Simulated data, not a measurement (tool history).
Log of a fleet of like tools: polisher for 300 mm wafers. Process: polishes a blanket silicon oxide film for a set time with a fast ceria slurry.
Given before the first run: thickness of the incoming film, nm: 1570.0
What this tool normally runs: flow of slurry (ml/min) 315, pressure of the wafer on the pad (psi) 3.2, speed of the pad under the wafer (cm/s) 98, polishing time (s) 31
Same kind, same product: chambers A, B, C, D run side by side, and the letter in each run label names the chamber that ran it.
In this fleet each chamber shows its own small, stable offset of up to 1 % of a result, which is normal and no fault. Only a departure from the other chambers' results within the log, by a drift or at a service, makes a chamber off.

run	hour	flow of slurry (ml/min)	pressure of the wafer on the pad (psi)	speed of the pad under the wafer (cm/s)	polishing time (s)	wafers polished on this pad	hours since the slurry nozzle was cleaned	hours since the head pressure was calibrated	film removed (Å)
# hour 7.4: chamber A: slurry nozzle cleaned
1D	8.4	315	3.2	98	31	120	435.9	78.3	5918.4
2A	13.5	315	3.2	98	31	258	6.1	908.9	5897
# hour 18.4: chamber C: head pressure recalibrated
3B	18.8	315	3.2	98	31	189	490.3	544.8	5758.3
4C	25.6	315	3.2	98	31	250	40.1	7.3	5848.2
5A	33.7	315	3.2	98	31	448	26.3	929.1	6030.1
6B	41.2	315	3.2	98	31	399	512.7	567.2	5752.9
7D	45.8	315	3.2	98	31	471	473.3	115.7	5839.6
8C	50.7	315	3.2	98	31	485	65.2	32.4	5814.6
9D	57.8	315	3.2	98	31	583	485.3	127.7	5818
10C	66	260	3.2	78	31	629	80.5	47.7	4482.8
# hour 68.1: chamber B: worn pad replaced by a new one
11B	72.2	260	3.2	78	31	39	543.7	598.2	4544.3
12A	78.9	260	3.2	78	31	871	71.5	974.3	4579.4
# hour 80.4: chamber A: head pressure recalibrated
13B	85.2	260	3.2	78	31	161	556.7	611.2	4592.3
# hour 88.2: chamber D: worn pad replaced by a new one
14C	92.7	315	3.2	98	31	879	107.2	74.4	5773.1
15A	99.8	315	4.1	98	21	1067	92.4	19.5	4584.1
# hour 106: chamber C: worn pad replaced by a new one
16D	107.1	315	4.1	98	21	177	534.6	177	5230.1
17D	115.1	315	4.1	98	21	252	542.6	185	5015.2
18B	121.4	315	4.1	98	21	500	592.9	647.4	5126
# hour 123.9: chamber A: worn pad replaced by a new one
19A	129.5	315	3.2	98	41	52	122.1	49.2	6947.4
# hour 130.9: chamber B: worn pad replaced by a new one
20C	137.7	315	3.2	98	41	298	152.2	119.4	7816.5
# hour 138.1: chamber D: slurry nozzle cleaned
21B	142.3	315	3.2	98	41	107	613.8	668.3	7846.5
22A	149.8	315	3.2	98	41	243	142.4	69.5	7030.2
23D	157.8	315	3.2	98	31	652	19.7	227.7	5724.5
24C	165.7	315	3.2	98	31	560	180.2	147.4	5875
25D	172.8	315	3.2	98	31	793	34.7	242.7	5744.5
# hour 175: chamber B: slurry nozzle cleaned
26C	176.6	315	3.2	98	31	662	191.1	158.3	5916.5
# hour 181.1: chamber D: worn pad replaced by a new one
27A	183.4	315	3.2	98	31	558	176	103.1	5360.4
# hour 187.8: chamber C: worn pad replaced by a new one
28B	191.8	315	3.2	98	31	571	16.8	717.8	5885.7
29D	197.9	315	3.2	98	31	157	59.8	267.8	5896.8
30C	204.3	405	3.2	98	41	154	218.8	186	7830.5

What goes on in this fleet: one chamber off, a drifting gauge, or nothing beyond the chambers' own small offsets? Name the chamber and the cause, if any.

A service on chamber A put it out of line with the rest.
What lies behind it: head's pressure below its setpoint, % = 9.75.

Below are 4 candidate recipes for chamber A's next run, each the usual settings with a change, their results shown as question marks. Which of them brings A's results back in line with what the other chambers give on the usual settings?
Counts as in line when no further than this from what the other chambers average on the usual settings: film removed (Å) 300
31A-1	210.4	315	3.4	104	33				?
31A-2	210.4	315	3.2	108	31				?
31A-3	210.4	315	3.1	98	29				?
31A-4	210.4	315	3	92	29				?

Other chambers, usual settings, mean: film removed (Å) 5843.7
run	film removed (Å)
31A-1	6399.9
31A-2	5879.3
31A-3	4831.2
31A-4	4387
The right change is 31A-2: it brings the chamber back within the allowed miss of the others.
